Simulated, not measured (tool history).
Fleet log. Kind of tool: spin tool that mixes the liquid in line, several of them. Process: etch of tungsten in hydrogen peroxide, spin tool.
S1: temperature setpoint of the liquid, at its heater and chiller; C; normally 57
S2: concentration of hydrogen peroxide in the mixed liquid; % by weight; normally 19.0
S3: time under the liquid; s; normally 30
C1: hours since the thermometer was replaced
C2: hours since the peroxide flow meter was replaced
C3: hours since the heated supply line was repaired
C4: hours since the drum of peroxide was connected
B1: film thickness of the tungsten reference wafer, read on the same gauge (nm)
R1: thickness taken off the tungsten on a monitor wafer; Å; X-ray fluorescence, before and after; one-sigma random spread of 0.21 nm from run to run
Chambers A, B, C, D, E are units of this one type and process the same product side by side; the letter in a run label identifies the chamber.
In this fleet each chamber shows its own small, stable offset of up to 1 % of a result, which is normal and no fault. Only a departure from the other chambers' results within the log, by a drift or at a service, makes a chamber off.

{"day": 0.142, "done": "chamber C: new drum of peroxide connected"}
{"run": "1A", "day": 0.35, "S1": 57, "S2": 19.0, "S3": 30, "C1": 77.0, "C2": 447.6, "C3": 2130.0, "C4": 624.9, "B1": 39.993, "R1": 496.11}
{"run": "2B", "day": 0.612, "S1": 57, "S2": 19.0, "S3": 30, "C1": 110.2, "C2": 1673.0, "C3": 516.1, "C4": 425.5, "B1": 39.993, "R1": 494.96}
{"run": "3E", "day": 0.821, "S1": 57, "S2": 19.0, "S3": 30, "C1": 144.0, "C2": 1079.0, "C3": 82.5, "C4": 510.2, "B1": 39.999, "R1": 492.63}
{"run": "4C", "day": 1.062, "S1": 57, "S2": 19.0, "S3": 30, "C1": 1510.5, "C2": 1044.5, "C3": 410.6, "C4": 22.1, "B1": 39.996, "R1": 495.28}
{"day": 1.15, "done": "chamber A: peroxide flow meter replaced"}
{"run": "5D", "day": 1.329, "S1": 57, "S2": 19.0, "S3": 30, "C1": 1743.3, "C2": 359.1, "C3": 1074.5, "C4": 521.5, "B1": 40.0, "R1": 498.35}
{"run": "6C", "day": 1.567, "S1": 57, "S2": 19.0, "S3": 30, "C1": 1522.6, "C2": 1056.6, "C3": 422.7, "C4": 34.2, "B1": 39.997, "R1": 498.5}
{"run": "7D", "day": 1.821, "S1": 57, "S2": 19.0, "S3": 30, "C1": 1755.1, "C2": 370.9, "C3": 1086.3, "C4": 533.3, "B1": 39.979, "R1": 493.74}
{"run": "8A", "day": 2.146, "S1": 57, "S2": 19.0, "S3": 30, "C1": 120.1, "C2": 23.9, "C3": 2173.1, "C4": 668.0, "B1": 39.976, "R1": 493.36}
{"run": "9E", "day": 2.417, "S1": 57, "S2": 19.0, "S3": 25, "C1": 182.3, "C2": 1117.3, "C3": 120.8, "C4": 548.5, "B1": 39.991, "R1": 412.53}
{"run": "10B", "day": 2.75, "S1": 57, "S2": 19.0, "S3": 25, "C1": 161.5, "C2": 1724.3, "C3": 567.4, "C4": 476.8, "B1": 40.004, "R1": 411.78}
{"run": "11D", "day": 2.958, "S1": 57, "S2": 19.0, "S3": 25, "C1": 1782.4, "C2": 398.2, "C3": 1113.6, "C4": 560.6, "B1": 40.008, "R1": 414.92}
{"run": "12E", "day": 3.279, "S1": 57, "S2": 19.0, "S3": 25, "C1": 203.0, "C2": 1138.0, "C3": 141.5, "C4": 569.2, "B1": 40.004, "R1": 410.34}
{"run": "13B", "day": 3.633, "S1": 57, "S2": 19.0, "S3": 25, "C1": 182.7, "C2": 1745.5, "C3": 588.6, "C4": 498.0, "B1": 39.993, "R1": 407.41}
{"run": "14C", "day": 3.925, "S1": 57, "S2": 19.0, "S3": 30, "C1": 1579.2, "C2": 1113.2, "C3": 479.3, "C4": 90.8, "B1": 40.008, "R1": 498.31}
{"run": "15A", "day": 4.238, "S1": 57, "S2": 19.0, "S3": 30, "C1": 170.3, "C2": 74.1, "C3": 2223.3, "C4": 718.2, "B1": 40.002, "R1": 492.15}
{"run": "16B", "day": 4.467, "S1": 57, "S2": 19.0, "S3": 15, "C1": 202.7, "C2": 1765.5, "C3": 608.6, "C4": 518.0, "B1": 39.995, "R1": 245.43}
{"run": "17A", "day": 4.804, "S1": 57, "S2": 19.0, "S3": 15, "C1": 183.9, "C2": 87.7, "C3": 2236.9, "C4": 731.8, "B1": 40.006, "R1": 245.83}
{"run": "18D", "day": 5.033, "S1": 57, "S2": 19.0, "S3": 15, "C1": 1832.2, "C2": 448.0, "C3": 1163.4, "C4": 610.4, "B1": 39.983, "R1": 250.41}
{"run": "19C", "day": 5.238, "S1": 57, "S2": 19.0, "S3": 15, "C1": 1610.7, "C2": 1144.7, "C3": 510.8, "C4": 122.3, "B1": 40.0, "R1": 248.9}
{"run": "20E", "day": 5.475, "S1": 57, "S2": 19.0, "S3": 15, "C1": 255.7, "C2": 1190.7, "C3": 194.2, "C4": 621.9, "B1": 40.013, "R1": 249.49}
{"run": "21C", "day": 5.638, "S1": 57, "S2": 19.0, "S3": 30, "C1": 1620.3, "C2": 1154.3, "C3": 520.4, "C4": 131.9, "B1": 40.024, "R1": 499.23}
{"run": "22D", "day": 5.908, "S1": 57, "S2": 19.0, "S3": 30, "C1": 1853.2, "C2": 469.0, "C3": 1184.4, "C4": 631.4, "B1": 40.007, "R1": 499.78}
{"run": "23A", "day": 6.108, "S1": 57, "S2": 19.0, "S3": 30, "C1": 215.2, "C2": 119.0, "C3": 2268.2, "C4": 763.1, "B1": 40.023, "R1": 497.2}
{"run": "24E", "day": 6.425, "S1": 57, "S2": 19.0, "S3": 30, "C1": 278.5, "C2": 1213.5, "C3": 217.0, "C4": 644.7, "B1": 40.0, "R1": 503.37}
{"run": "25B", "day": 6.642, "S1": 57, "S2": 19.0, "S3": 30, "C1": 254.9, "C2": 1817.7, "C3": 660.8, "C4": 570.2, "B1": 40.0, "R1": 493.72}
{"run": "26A", "day": 6.983, "S1": 57, "S2": 19.0, "S3": 30, "C1": 236.2, "C2": 140.0, "C3": 2289.2, "C4": 784.1, "B1": 40.008, "R1": 496.47}
{"run": "27D", "day": 7.217, "S1": 57, "S2": 19.0, "S3": 30, "C1": 1884.6, "C2": 500.4, "C3": 1215.8, "C4": 662.8, "B1": 39.993, "R1": 498.91}
{"run": "28C", "day": 7.471, "S1": 57, "S2": 22.5, "S3": 50, "C1": 1664.3, "C2": 1198.3, "C3": 564.4, "C4": 175.9, "B1": 40.011, "R1": 898.98}
{"run": "29B", "day": 7.679, "S1": 57, "S2": 22.5, "S3": 50, "C1": 279.8, "C2": 1842.6, "C3": 685.7, "C4": 595.1, "B1": 39.991, "R1": 895.56}
{"run": "30E", "day": 7.958, "S1": 57, "S2": 22.5, "S3": 50, "C1": 315.3, "C2": 1250.3, "C3": 253.8, "C4": 681.5, "B1": 40.008, "R1": 923.8}
{"run": "31C", "day": 8.121, "S1": 57, "S2": 22.5, "S3": 50, "C1": 1679.9, "C2": 1213.9, "C3": 580.0, "C4": 191.5, "B1": 39.989, "R1": 901.02}
{"run": "32D", "day": 8.296, "S1": 57, "S2": 22.5, "S3": 50, "C1": 1910.5, "C2": 526.3, "C3": 1241.7, "C4": 688.7, "B1": 40.021, "R1": 896.38}
{"run": "33E", "day": 8.542, "S1": 57, "S2": 19.0, "S3": 30, "C1": 329.3, "C2": 1264.3, "C3": 267.8, "C4": 695.5, "B1": 39.99, "R1": 505.07}
{"run": "34A", "day": 8.738, "S1": 57, "S2": 19.0, "S3": 30, "C1": 278.3, "C2": 182.1, "C3": 2331.3, "C4": 826.2, "B1": 39.993, "R1": 500.38}
{"day": 9.033, "done": "chamber E: new drum of peroxide connected"}
{"run": "35B", "day": 9.038, "S1": 60, "S2": 14.5, "S3": 30, "C1": 312.4, "C2": 1875.2, "C3": 718.3, "C4": 627.7, "B1": 40.005, "R1": 514.29}
{"run": "36B", "day": 9.25, "S1": 60, "S2": 14.5, "S3": 30, "C1": 317.5, "C2": 1880.3, "C3": 723.4, "C4": 632.8, "B1": 40.003, "R1": 510.8}
{"run": "37C", "day": 9.521, "S1": 60, "S2": 14.5, "S3": 30, "C1": 1713.5, "C2": 1247.5, "C3": 613.6, "C4": 225.1, "B1": 40.009, "R1": 517.84}
{"run": "38E", "day": 9.75, "S1": 60, "S2": 14.5, "S3": 30, "C1": 358.3, "C2": 1293.3, "C3": 296.8, "C4": 17.2, "B1": 39.997, "R1": 537.99}
{"run": "39A", "day": 9.962, "S1": 60, "S2": 14.5, "S3": 30, "C1": 307.7, "C2": 211.5, "C3": 2360.7, "C4": 855.6, "B1": 40.015, "R1": 513.76}

Is one chamber out of step, is the gauge drifting, or do the chambers differ by no more than their own small offsets? For an off chamber, give its letter and the likeliest cause.

Little by little, chamber E moves away from the other chambers.
Most likely cause: peroxide flow above the setpoint (%) = 9.29.
With only this log, it may be confused with: liquid hotter than its thermometer reads (K).

Which of the 4 candidates below, each the usual settings with something changed and its results left as question marks, puts chamber E back in line with what the other chambers give on the usual settings?
To be in line, a result may differ from the other chambers' mean on the usual settings by at most: R1 7.20 Å
{"run": "40E-1", "day": 10.217, "S1": 57, "S2": 17.5, "S3": 30, "R1": "?"}
{"run": "40E-2", "day": 10.217, "S1": 57, "S2": 16.5, "S3": 30, "R1": "?"}
{"run": "40E-3", "day": 10.217, "S1": 57, "S2": 21.5, "S3": 30, "R1": "?"}
{"run": "40E-4", "day": 10.217, "S1": 57, "S2": 20.5, "S3": 30, "R1": "?"}

Other chambers, usual settings, mean: R1 496.15 Å
run=40E-1 R1=496.09
run=40E-2 R1=481.94
run=40E-3 R1=549.04
run=40E-4 R1=536.29
40E-1 puts the chamber back in line with the other chambers.
